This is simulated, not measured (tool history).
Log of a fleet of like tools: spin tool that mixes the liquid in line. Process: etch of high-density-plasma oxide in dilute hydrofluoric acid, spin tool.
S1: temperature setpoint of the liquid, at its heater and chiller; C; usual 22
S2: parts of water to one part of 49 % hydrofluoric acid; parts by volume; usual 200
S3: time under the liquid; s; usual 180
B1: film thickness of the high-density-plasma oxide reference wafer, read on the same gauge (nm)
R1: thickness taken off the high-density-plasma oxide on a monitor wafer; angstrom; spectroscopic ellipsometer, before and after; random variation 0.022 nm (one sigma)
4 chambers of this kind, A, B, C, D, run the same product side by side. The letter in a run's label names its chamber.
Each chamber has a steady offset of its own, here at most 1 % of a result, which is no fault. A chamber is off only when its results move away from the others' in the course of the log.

run	hour	S1	S2	S3	B1	R1
1C	9.6	22	200	180	69.94	40.08
2D	17	22	200	180	70.014	40.349
3B	27.3	22	200	180	70.003	40.335
4A	37.1	22	200	180	70.002	40.134
5B	45.9	22	260	180	70.027	28.624
6A	53.8	22	260	180	69.988	29.256
7D	63.5	22	260	180	69.987	29.635
8C	74.1	22	260	180	69.992	29.338
9C	85.1	22	200	180	69.983	40.232
10A	93.4	22	200	180	69.999	39.573
11D	104.5	22	200	180	69.979	40.773
12B	115.7	22	200	180	70.014	39.787
13D	126.1	22	200	180	70.005	40.433
14C	135.5	22	200	180	70.018	40.299
15B	141.3	17	140	180	69.948	50.196
16A	152.1	17	140	180	69.984	48.65
17B	161	17	140	180	69.993	49.958
18C	166.7	17	140	180	70.012	50.119
19A	173.3	22	200	180	70.007	38.984
20D	184	22	200	180	70.024	40.326
21D	192.4	24	200	180	69.969	43.78
22C	198	24	200	180	70.002	43.333
23B	208.2	24	200	180	69.977	43.454
24A	216.4	24	200	180	69.996	41.767
25C	222.5	22	200	215	69.955	47.712
26D	228.8	22	200	215	69.961	48.308
27A	237.7	22	200	215	69.974	46.072
28B	245.2	22	200	215	70.04	47.196
29B	253.9	22	200	180	69.992	40.075
30A	263.9	22	200	180	69.997	38.483
31C	273.6	22	200	180	69.998	40.234
32D	281.8	22	200	230	69.982	51.455
33D	293	22	200	230	69.984	51.615

Is one chamber off against the others, does the gauge drift, or is nothing wrong? If a chamber is off, say which, and what the likeliest cause is.

Chamber A drifts away from the others.
Cause: liquid colder than its thermometer reads (K) = 1.37.
The log may not tell that from: hydrofluoric acid flow below the setpoint (%).

Here are 4 candidates for chamber A's next run, each the usual settings with a change, their results left as question marks. Which one brings its results back in line with what the others give on the usual settings?
In line means no further than this from the other chambers' mean on the usual settings: R1 0.75 angstrom
34A-1	301.2	22	200	170		?
34A-2	301.2	25	200	180		?
34A-3	301.2	22	220	180		?
34A-4	301.2	22	195	185		?

The other chambers' mean on the usual settings: R1 40.219 angstrom
run	R1
34A-1	36.066
34A-2	42.701
34A-3	34.074
34A-4	40.444
34A-4 brings the chamber back in line.

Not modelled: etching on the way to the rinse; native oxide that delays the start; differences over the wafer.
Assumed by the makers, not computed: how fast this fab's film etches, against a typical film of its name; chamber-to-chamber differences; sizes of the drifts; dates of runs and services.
